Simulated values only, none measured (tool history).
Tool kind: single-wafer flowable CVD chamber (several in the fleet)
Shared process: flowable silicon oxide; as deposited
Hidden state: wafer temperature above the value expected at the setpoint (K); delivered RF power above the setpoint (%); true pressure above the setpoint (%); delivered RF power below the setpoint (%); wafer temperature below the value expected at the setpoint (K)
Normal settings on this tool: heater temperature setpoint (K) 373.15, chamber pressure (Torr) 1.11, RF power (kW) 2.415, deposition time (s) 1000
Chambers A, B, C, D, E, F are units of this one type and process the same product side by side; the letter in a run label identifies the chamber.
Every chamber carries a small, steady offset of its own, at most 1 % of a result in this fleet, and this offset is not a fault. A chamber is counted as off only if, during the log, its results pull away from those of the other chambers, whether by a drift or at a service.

run	hour	heater temperature setpoint (K)	chamber pressure (Torr)	RF power (kW)	deposition time (s)	hours since the last thermocouple change	hours since the last RF generator calibration	hours since the last manometer calibration	read-back reference wafer on the same gauge, thickness_nm	mean film thickness on the monitor wafer (Å)
# hour 11.1: chamber E: RF generator calibrated
1F	13.4	373.15	1.11	2.415	1000	1618.3	1125.6	134.7	998.03	9390.5
2B	24.4	373.15	1.11	2.415	1000	1544.0	1600.2	331.5	998.09	9272.7
3E	33.5	373.15	1.11	2.415	1000	84.5	22.5	152.4	998.11	9428.8
4D	46.5	373.15	1.11	2.415	1000	809.1	730.8	1405.0	998.35	9313.1
5C	58.9	373.15	1.11	2.415	1000	884.5	1337.5	909.4	997.93	9332.6
6A	66.7	373.15	1.11	2.415	1000	2314.6	1819.9	2912.5	997.81	9358.4
7B	80.5	373.15	1.11	2.415	1000	1600.1	1656.3	387.6	998.16	9259.8
# hour 87.5: chamber A: capacitance manometer re-zeroed and calibrated
8D	92.3	373.15	1.11	2.415	1000	854.9	776.6	1450.8	998.31	9277.6
# hour 93.2: chamber C: capacitance manometer re-zeroed and calibrated
9E	104.1	373.15	1.11	2.415	1000	155.1	93.1	223.0	998.17	9395.2
10A	114.2	373.15	1.38	2.415	1180	2362.1	1867.4	26.8	997.91	13916.0
11F	120.5	373.15	1.38	2.415	1180	1725.4	1232.7	241.8	998.17	13946.0
12C	129.1	373.15	1.38	2.415	1180	954.7	1407.7	35.9	997.29	13886.0
13B	135.9	373.15	1.38	2.415	1180	1655.5	1711.7	443.0	997.87	13748.0
14D	148.7	373.15	1.38	2.415	1180	911.3	833.0	1507.2	998.09	13741.0
15A	160.2	373.15	1.38	2.415	1180	2408.1	1913.4	72.8	997.65	13931.0
16C	167.3	373.15	1.25	2.265	1000	992.9	1445.9	74.1	997.76	10548.0
# hour 175.7: chamber C: RF generator calibrated
17E	181.1	373.15	1.25	2.265	1000	232.1	170.1	300.0	997.64	10674.0
18F	192.3	373.15	1.25	2.265	1000	1797.2	1304.5	313.6	997.94	10628.0
19D	205.3	373.15	1.25	2.265	1000	967.9	889.6	1563.8	998.39	10458.0
20C	216.2	373.15	1.25	2.265	1000	1041.8	40.6	123.0	998.45	10582.0
21A	227.4	373.15	1.25	2.265	1000	2475.3	1980.6	140.0	997.59	10566.0
22B	237.7	373.15	1.11	2.415	1000	1757.3	1813.5	544.8	997.69	9271.1
# hour 247.9: chamber B: thermocouple changed; heater temperature recalibrated
# hour 248.0: chamber D: RF generator calibrated
23F	249.1	373.15	1.11	2.415	1000	1854.0	1361.3	370.4	998.42	9402.6
# hour 252.1: chamber A: thermocouple changed; heater temperature recalibrated
24E	259.0	373.15	1.11	2.415	1000	310.0	248.0	377.9	997.51	9398.2
25B	267.2	373.15	1.11	2.415	1000	19.4	1843.0	574.3	998.00	9292.9
26A	278.3	373.15	1.11	2.415	1000	26.3	2031.5	190.9	997.86	9355.0
# hour 282.0: chamber C: thermocouple changed; heater temperature recalibrated
27D	289.7	373.15	1.11	2.415	1000	1052.3	41.7	1648.2	997.57	9339.3
# hour 295.2: chamber D: capacitance manometer re-zeroed and calibrated
28E	295.9	373.15	1.11	2.415	1000	346.9	284.9	414.8	998.11	9387.0
29F	307.1	373.15	1.11	2.415	1000	1912.0	1419.3	428.4	997.89	9404.8
30C	320.5	373.15	1.11	2.415	1000	38.5	144.9	227.3	997.72	9348.8
31A	326.9	373.15	1.11	2.415	1000	74.9	2080.1	239.5	997.66	9380.0
32B	333.6	373.15	1.11	2.415	1000	85.8	1909.4	640.7	998.14	9295.7
33E	343.1	373.15	1.11	2.415	1000	394.1	332.1	462.0	997.74	9382.8
34F	357.3	373.15	1.11	2.415	1000	1962.2	1469.5	478.6	997.64	9381.7
35C	369.2	373.15	1.11	2.415	1000	87.2	193.6	276.0	997.86	9346.0
36D	383.3	373.15	1.11	2.415	1000	1145.9	135.3	88.2	998.18	9286.2
37C	392.8	373.15	1.11	2.415	1000	110.8	217.2	299.6	997.79	9296.4
38B	404.3	373.15	1.11	2.415	1000	156.5	1980.1	711.4	997.77	9289.8
39F	417.7	373.15	1.11	2.415	1000	2022.6	1529.9	539.0	997.62	9413.6
# hour 420.2: chamber A: RF generator calibrated
40A	427.7	367.15	1.11	2.415	1000	175.7	7.5	340.3	998.20	11328.0
41E	441.9	367.15	1.11	2.415	1000	492.9	430.9	560.8	997.93	11480.0

Is one chamber off against the others, does the gauge drift, or is nothing wrong? If a chamber is off, say which, and what the likeliest cause is.

Neither any chamber nor the gauge drifts; the chambers differ only by their own small, steady offsets.

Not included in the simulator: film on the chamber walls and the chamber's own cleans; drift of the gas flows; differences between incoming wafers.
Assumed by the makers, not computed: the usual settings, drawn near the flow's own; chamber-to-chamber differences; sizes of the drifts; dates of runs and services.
